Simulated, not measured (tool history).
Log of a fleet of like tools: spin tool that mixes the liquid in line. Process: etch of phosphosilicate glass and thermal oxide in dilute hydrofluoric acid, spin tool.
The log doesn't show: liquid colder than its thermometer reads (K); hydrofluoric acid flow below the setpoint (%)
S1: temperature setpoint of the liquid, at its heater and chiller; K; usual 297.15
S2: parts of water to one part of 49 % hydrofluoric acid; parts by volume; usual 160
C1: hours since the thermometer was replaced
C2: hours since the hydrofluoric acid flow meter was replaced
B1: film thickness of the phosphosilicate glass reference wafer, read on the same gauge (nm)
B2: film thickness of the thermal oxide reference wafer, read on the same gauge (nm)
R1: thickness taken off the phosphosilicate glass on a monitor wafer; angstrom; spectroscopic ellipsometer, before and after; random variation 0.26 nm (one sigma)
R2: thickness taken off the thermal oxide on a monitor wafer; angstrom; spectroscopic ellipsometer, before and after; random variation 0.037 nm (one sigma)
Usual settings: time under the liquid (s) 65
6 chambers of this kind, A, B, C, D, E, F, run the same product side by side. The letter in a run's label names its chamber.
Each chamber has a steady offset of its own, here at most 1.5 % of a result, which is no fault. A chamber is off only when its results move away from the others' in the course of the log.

run 1B hour=4.8 | S1=297.15 S2=160 time_under_the_liquid_(s)=65 | C1=358.3 C2=652.2 | B1=50.003 B2=140.04 | R1=364.87 R2=17.719
run 2C hour=9.6 | S1=297.15 S2=160 time_under_the_liquid_(s)=65 | C1=791.2 C2=2015.2 | B1=50.015 B2=140 | R1=357.88 R2=17.329
run 3D hour=17.1 | S1=297.15 S2=160 time_under_the_liquid_(s)=65 | C1=297.4 C2=1199.3 | B1=49.966 B2=140.03 | R1=360.56 R2=16.758
run 4F hour=22.7 | S1=297.15 S2=160 time_under_the_liquid_(s)=65 | C1=1879.7 C2=516.3 | B1=49.995 B2=140.01 | R1=355.86 R2=17.455
run 5E hour=27.6 | S1=297.15 S2=160 time_under_the_liquid_(s)=65 | C1=444.1 C2=1855.8 | B1=49.985 B2=140 | R1=362.49 R2=18.009
run 6A hour=36.3 | S1=297.15 S2=160 time_under_the_liquid_(s)=65 | C1=1732.3 C2=234.2 | B1=50.027 B2=139.97 | R1=355.4 R2=17.336
run 7B hour=44 | S1=299.65 S2=160 time_under_the_liquid_(s)=65 | C1=397.5 C2=691.4 | B1=50 B2=140.01 | R1=391.34 R2=19.461
run 8F hour=54.3 | S1=299.65 S2=160 time_under_the_liquid_(s)=65 | C1=1911.3 C2=547.9 | B1=50.002 B2=139.96 | R1=389.01 R2=19.333
run 9A hour=59.4 | S1=299.65 S2=160 time_under_the_liquid_(s)=65 | C1=1755.4 C2=257.3 | B1=49.992 B2=140 | R1=396.99 R2=19.108
-- hour=63.5 chamber C: thermometer replaced
run 10D hour=64.9 | S1=299.65 S2=160 time_under_the_liquid_(s)=65 | C1=345.2 C2=1247.1 | B1=49.984 B2=139.99 | R1=400.36 R2=18.999
run 11E hour=75.3 | S1=299.65 S2=160 time_under_the_liquid_(s)=65 | C1=491.8 C2=1903.5 | B1=49.998 B2=140.08 | R1=398.31 R2=19.008
run 12C hour=83.4 | S1=299.65 S2=160 time_under_the_liquid_(s)=65 | C1=20 C2=2089 | B1=50 B2=140.02 | R1=393.61 R2=19.495
run 13F hour=89.3 | S1=297.15 S2=160 time_under_the_liquid_(s)=65 | C1=1946.3 C2=582.9 | B1=50.016 B2=139.98 | R1=352.66 R2=17.184
run 14C hour=94.9 | S1=297.15 S2=160 time_under_the_liquid_(s)=65 | C1=31.5 C2=2100.5 | B1=50.011 B2=140.03 | R1=354.97 R2=17.172
run 15B hour=104.4 | S1=297.15 S2=160 time_under_the_liquid_(s)=65 | C1=457.9 C2=751.8 | B1=49.969 B2=139.93 | R1=358.41 R2=17.603
run 16D hour=111.7 | S1=297.15 S2=160 time_under_the_liquid_(s)=65 | C1=392 C2=1293.9 | B1=49.999 B2=140.01 | R1=361.61 R2=17.17
-- hour=113.8 chamber F: hydrofluoric acid flow meter replaced
run 17A hour=116.7 | S1=297.15 S2=160 time_under_the_liquid_(s)=65 | C1=1812.7 C2=314.6 | B1=50.005 B2=139.96 | R1=357.81 R2=17.559
run 18E hour=124.1 | S1=297.15 S2=160 time_under_the_liquid_(s)=65 | C1=540.6 C2=1952.3 | B1=50.008 B2=139.99 | R1=359.34 R2=17.387
run 19A hour=128.8 | S1=297.15 S2=160 time_under_the_liquid_(s)=80 | C1=1824.8 C2=326.7 | B1=49.994 B2=140.02 | R1=438.92 R2=21.249
run 20C hour=139.1 | S1=297.15 S2=160 time_under_the_liquid_(s)=80 | C1=75.7 C2=2144.7 | B1=49.991 B2=139.99 | R1=438.44 R2=21.045
run 21E hour=144.3 | S1=297.15 S2=160 time_under_the_liquid_(s)=80 | C1=560.8 C2=1972.5 | B1=50.019 B2=139.96 | R1=447.18 R2=21.3
run 22D hour=152.3 | S1=297.15 S2=160 time_under_the_liquid_(s)=80 | C1=432.6 C2=1334.5 | B1=50.004 B2=140.01 | R1=440.75 R2=21.82
run 23B hour=160 | S1=297.15 S2=160 time_under_the_liquid_(s)=80 | C1=513.5 C2=807.4 | B1=49.975 B2=139.99 | R1=444.09 R2=21.072
run 24F hour=164.8 | S1=297.15 S2=160 time_under_the_liquid_(s)=80 | C1=2021.8 C2=51 | B1=50.003 B2=139.96 | R1=438.81 R2=22.123
run 25A hour=172.6 | S1=299.15 S2=160 time_under_the_liquid_(s)=85 | C1=1868.6 C2=370.5 | B1=50.01 B2=140 | R1=510.2 R2=23.932
run 26F hour=178 | S1=299.15 S2=160 time_under_the_liquid_(s)=85 | C1=2035 C2=64.2 | B1=50.002 B2=140 | R1=503.61 R2=24.722
run 27C hour=183.6 | S1=299.15 S2=160 time_under_the_liquid_(s)=85 | C1=120.2 C2=2189.2 | B1=50.01 B2=140.02 | R1=500.91 R2=23.815
-- hour=184 chamber A: thermometer replaced
run 28B hour=188.6 | S1=299.15 S2=160 time_under_the_liquid_(s)=85 | C1=542.1 C2=836 | B1=49.992 B2=140 | R1=501.72 R2=24.716
run 29D hour=193.3 | S1=299.15 S2=160 time_under_the_liquid_(s)=85 | C1=473.6 C2=1375.5 | B1=50.002 B2=139.93 | R1=510.88 R2=25.334
run 30E hour=203.1 | S1=299.15 S2=160 time_under_the_liquid_(s)=85 | C1=619.6 C2=2031.3 | B1=49.995 B2=140.02 | R1=507.33 R2=25.202
-- hour=210.5 chamber E: hydrofluoric acid flow meter replaced
run 31F hour=211.6 | S1=297.15 S2=160 time_under_the_liquid_(s)=65 | C1=2068.6 C2=97.8 | B1=49.996 B2=139.96 | R1=356.23 R2=17.216
run 32D hour=218 | S1=297.15 S2=160 time_under_the_liquid_(s)=65 | C1=498.3 C2=1400.2 | B1=49.997 B2=139.97 | R1=358.08 R2=16.797
run 33E hour=228.3 | S1=297.15 S2=160 time_under_the_liquid_(s)=65 | C1=644.8 C2=17.8 | B1=50.015 B2=140 | R1=356.7 R2=17.571
run 34A hour=236.1 | S1=297.15 S2=160 time_under_the_liquid_(s)=65 | C1=52.2 C2=434 | B1=49.996 B2=139.99 | R1=357.63 R2=17.204
run 35C hour=240.7 | S1=297.15 S2=160 time_under_the_liquid_(s)=65 | C1=177.3 C2=2246.3 | B1=50.001 B2=139.97 | R1=355.61 R2=17.151
run 36B hour=250.3 | S1=297.15 S2=215 time_under_the_liquid_(s)=30 | C1=603.8 C2=897.7 | B1=50.016 B2=140 | R1=114.8 R2=5.4681

Next, every chamber runs the same settings. What will each give?
run 37A hour=257.8 | S1=297.15 S2=160 time_under_the_liquid_(s)=65 | R1=? R2=?
run 37B hour=257.8 | S1=297.15 S2=160 time_under_the_liquid_(s)=65 | R1=? R2=?
run 37C hour=257.8 | S1=297.15 S2=160 time_under_the_liquid_(s)=65 | R1=? R2=?
run 37D hour=257.8 | S1=297.15 S2=160 time_under_the_liquid_(s)=65 | R1=? R2=?
run 37E hour=257.8 | S1=297.15 S2=160 time_under_the_liquid_(s)=65 | R1=? R2=?
run 37F hour=257.8 | S1=297.15 S2=160 time_under_the_liquid_(s)=65 | R1=? R2=?

run=37A R1=360.66 R2=17.331
run=37B R1=361.53 R2=17.277
run=37C R1=357.94 R2=17.62
run=37D R1=367.83 R2=17.09
run=37E R1=362.85 R2=17.523
run=37F R1=358.2 R2=17.48
